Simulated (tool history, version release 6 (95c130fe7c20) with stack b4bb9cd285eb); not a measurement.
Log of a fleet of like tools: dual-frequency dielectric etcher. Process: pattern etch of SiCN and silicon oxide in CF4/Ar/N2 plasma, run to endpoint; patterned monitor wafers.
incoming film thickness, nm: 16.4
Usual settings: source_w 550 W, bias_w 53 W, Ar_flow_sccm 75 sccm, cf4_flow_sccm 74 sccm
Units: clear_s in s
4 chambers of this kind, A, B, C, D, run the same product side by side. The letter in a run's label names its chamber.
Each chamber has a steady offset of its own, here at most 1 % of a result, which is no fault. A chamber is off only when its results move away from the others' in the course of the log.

run	day	source_w	bias_w	Ar_flow_sccm	cf4_flow_sccm	clear_s
1D	0.196	550	53	75	74	16.683
2A	0.333	550	53	75	74	16.777
# day 0.375: chamber D: source power generator calibrated
# day 0.379: chamber A: wet clean of the chamber
3C	0.525	550	53	75	74	16.694
4B	0.738	550	53	75	74	16.617
5D	0.850	550	53	75	74	16.607
6C	1.025	550	53	75	74	16.665
7B	1.271	550	53	75	74	16.541
8A	1.412	550	53	75	74	16.789
9B	1.592	550	53	75	74	16.614
10C	1.821	550	53	75	74	16.569
11D	2.042	550	53	75	74	16.754
12A	2.200	550	53	75	74	16.850
13B	2.342	550	53	75	74	16.498
14D	2.554	550	53	75	74	16.768
15A	2.779	550	53	75	74	16.867
16C	3.000	440	53	75	63	21.040
17C	3.142	440	53	75	63	20.828
18A	3.375	440	53	75	63	20.979
19D	3.508	440	53	75	63	20.874
# day 3.688: chamber C: wet clean of the chamber
20B	3.692	550	53	75	74	16.639
21D	3.825	550	53	75	74	16.720
22A	3.975	550	64	75	83	15.670
23B	4.162	550	64	75	83	15.531
24C	4.350	550	64	75	83	15.504
25C	4.579	550	64	75	83	15.472

All 4 chambers run these settings next. Forecast each chamber's results:
26A	4.758	670	53	75	74	?
26B	4.758	670	53	75	74	?
26C	4.758	670	53	75	74	?
26D	4.758	670	53	75	74	?

run	clear_s
26A	14.091
26B	13.972
26C	13.906
26D	14.047
